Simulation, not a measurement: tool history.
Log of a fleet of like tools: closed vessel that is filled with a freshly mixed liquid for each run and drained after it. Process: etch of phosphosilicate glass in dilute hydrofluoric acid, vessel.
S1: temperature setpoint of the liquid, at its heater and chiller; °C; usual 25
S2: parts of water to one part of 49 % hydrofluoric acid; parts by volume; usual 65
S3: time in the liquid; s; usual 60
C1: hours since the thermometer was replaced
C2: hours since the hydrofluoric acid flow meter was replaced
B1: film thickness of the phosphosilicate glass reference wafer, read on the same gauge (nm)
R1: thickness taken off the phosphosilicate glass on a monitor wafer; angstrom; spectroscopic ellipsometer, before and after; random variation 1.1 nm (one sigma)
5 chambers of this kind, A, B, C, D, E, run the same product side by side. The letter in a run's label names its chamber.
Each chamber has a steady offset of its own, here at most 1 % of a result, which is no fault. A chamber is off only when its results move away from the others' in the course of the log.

run	hour	S1	S2	S3	C1	C2	B1	R1
1C	9.9	25	65	60	2020.7	1420.3	89.987	1251.1
2E	19	25	65	60	197.3	647.9	90.027	1253
3B	31.6	25	65	60	2069.2	407.3	89.966	1258.5
4D	42.5	25	65	60	162.1	360.8	90.003	1241
5A	53.2	25	65	60	898.8	731.4	90.008	1258.9
6A	64.9	25	65	60	910.5	743.1	90.001	1257.7
7D	73.8	25	65	60	193.4	392.1	90.002	1279.5
# hour 79.3: chamber C: hydrofluoric acid flow meter replaced
8E	82.8	25	65	60	261.1	711.7	89.999	1235.7
9C	91.1	25	65	60	2101.9	11.8	90.007	1248.5
# hour 94: chamber B: hydrofluoric acid flow meter replaced
10B	99.4	25	65	60	2137	5.5	89.995	1257
11E	111.7	25	65	60	290	740.6	89.989	1242.9
12B	122.8	22.5	85	60	2160.4	28.9	90.018	838.9
13D	133.7	22.5	85	60	253.3	452	90.001	866.06
14A	140.5	22.5	85	60	986.1	818.7	89.972	849.69
15C	146.9	22.5	85	60	2157.7	67.6	90.006	852.53
16A	154.5	22.5	85	60	1000.1	832.7	90.001	841.76
17E	160.6	26.5	55	60	338.9	789.5	89.998	1575.5
18C	173.7	26.5	55	60	2184.5	94.4	90.039	1564.6
19D	183	26.5	55	60	302.6	501.3	90.012	1651.2
20B	190.4	26.5	55	60	2228	96.5	90.011	1604.5
21B	200.6	26.5	55	60	2238.2	106.7	90.003	1595.4
22A	208.2	25	65	60	1053.8	886.4	89.99	1265.2
23D	217.6	25	65	60	337.2	535.9	90.02	1315.9
24C	223.6	25	65	60	2234.4	144.3	89.989	1241.9
25E	230.1	25	65	60	408.4	859	90	1260
26D	239.7	21.5	65	30	359.3	558	89.997	573.42
27B	248.7	21.5	65	30	2286.3	154.8	90.016	541.7
28A	256.4	21.5	65	30	1102	934.6	89.985	539.17
29E	268.8	21.5	65	30	447.1	897.7	90.004	535.35
30C	277.6	21.5	65	30	2288.4	198.3	89.999	543.1
31A	287.5	25	65	60	1133.1	965.7	90.014	1239.7
32C	298.4	25	65	60	2309.2	219.1	90.006	1257.9
33B	304.3	25	65	60	2341.9	210.4	90.024	1261.7

What goes on in this fleet: one chamber off, a drifting gauge, or nothing beyond the chambers' own small offsets? Name the chamber and the cause, if any.

Chamber D drifts away from the others.
Cause: hydrofluoric acid flow above the setpoint (%) = 7.11.
The log may not tell that from: liquid hotter than its thermometer reads (K).

Here are 4 candidates for chamber D's next run, each the usual settings with a change, their results left as question marks. Which one brings its results back in line with what the others give on the usual settings?
In line means no further than this from the other chambers' mean on the usual settings: R1 39 angstrom
34D-1	313.8	28.5	65	60				?
34D-2	313.8	21.5	65	60				?
34D-3	313.8	25	70	60				?
34D-4	313.8	25	65	65				?

The other chambers' mean on the usual settings: R1 1253.4 angstrom
run	R1
34D-1	1555.9
34D-2	1176
34D-3	1250.1
34D-4	1468.6
34D-3 brings the chamber back in line.

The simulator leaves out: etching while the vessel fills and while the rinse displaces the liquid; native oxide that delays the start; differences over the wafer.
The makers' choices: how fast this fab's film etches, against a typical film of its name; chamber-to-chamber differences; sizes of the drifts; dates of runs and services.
